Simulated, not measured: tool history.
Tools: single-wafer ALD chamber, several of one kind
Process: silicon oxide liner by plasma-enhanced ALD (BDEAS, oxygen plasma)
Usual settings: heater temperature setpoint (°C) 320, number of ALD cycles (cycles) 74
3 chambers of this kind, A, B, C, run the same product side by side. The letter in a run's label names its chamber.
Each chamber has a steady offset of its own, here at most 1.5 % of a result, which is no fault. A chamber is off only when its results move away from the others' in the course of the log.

| run | hour | heater temperature setpoint (°C) | number of ALD cycles (cycles) | read-back reference wafer on the same gauge, thickness_nm | mean film thickness on the monitor wafer (nm) |
|---|---|---|---|---|---|
| 1C | 5.8 | 320 | 74 | 7.9392 | 6.7455 |
| 2A | 10.1 | 320 | 74 | 7.9383 | 6.6795 |
| 3B | 15 | 320 | 74 | 7.9369 | 6.6167 |
| 4C | 18.9 | 320 | 74 | 7.934 | 6.7428 |
| 5A | 23.9 | 320 | 74 | 7.9362 | 6.6846 |
| 6B | 29.1 | 320 | 74 | 7.9334 | 6.6165 |
| 7A | 32.8 | 320 | 74 | 7.9327 | 6.6966 |
| 8C | 37 | 330 | 85 | 7.9336 | 7.6232 |
| 9B | 40.7 | 330 | 85 | 7.9321 | 7.479 |
| 10C | 45.4 | 330 | 85 | 7.9321 | 7.6235 |
| 11A | 50.4 | 320 | 74 | 7.9301 | 6.6871 |
| 12B | 55.3 | 313 | 74 | 7.9296 | 6.682 |
| 13B | 61.6 | 313 | 74 | 7.9287 | 6.6788 |
| 14C | 65.4 | 313 | 74 | 7.9252 | 6.8036 |
| 15A | 70.1 | 320 | 74 | 7.928 | 6.6909 |
| 16C | 74.2 | 320 | 74 | 7.9239 | 6.7306 |
| 17B | 78 | 320 | 74 | 7.9259 | 6.6102 |
| 18A | 80.9 | 320 | 74 | 7.9231 | 6.6726 |
| 19A | 84.5 | 320 | 74 | 7.9226 | 6.6745 |
| 20B | 90.1 | 320 | 74 | 7.9207 | 6.6032 |
| 21C | 96.7 | 320 | 74 | 7.9211 | 6.7252 |
| 22A | 102.5 | 320 | 74 | 7.9212 | 6.6653 |
| 23C | 107.8 | 320 | 74 | 7.9166 | 6.7287 |
| 24B | 111.4 | 320 | 74 | 7.9189 | 6.5999 |
| 25C | 115.6 | 320 | 74 | 7.9167 | 6.7219 |
| 26A | 121.4 | 320 | 74 | 7.9154 | 6.6691 |
| 27B | 127.2 | 320 | 74 | 7.9152 | 6.5908 |
| 28B | 133.3 | 320 | 74 | 7.9131 | 6.5932 |
| 29A | 139.8 | 320 | 86 | 7.9109 | 7.7468 |
| 30C | 143 | 320 | 86 | 7.9121 | 7.8145 |
| 31C | 146.6 | 320 | 86 | 7.9117 | 7.8233 |
| 32A | 150.1 | 309 | 74 | 7.9111 | 6.7692 |
| 33B | 155.2 | 309 | 74 | 7.9116 | 6.6891 |
| 34A | 160.6 | 309 | 74 | 7.9068 | 6.7662 |
| 35B | 167 | 320 | 74 | 7.9051 | 6.6003 |
| 36C | 172 | 320 | 74 | 7.9053 | 6.7189 |

Is one chamber off against the others, does the gauge drift, or is nothing wrong? If a chamber is off, say which, and what the likeliest cause is.

The gauge drifts, so all chambers seem to drift together. No chamber is off.
Cause: gauge reads low (%) = 0.441.
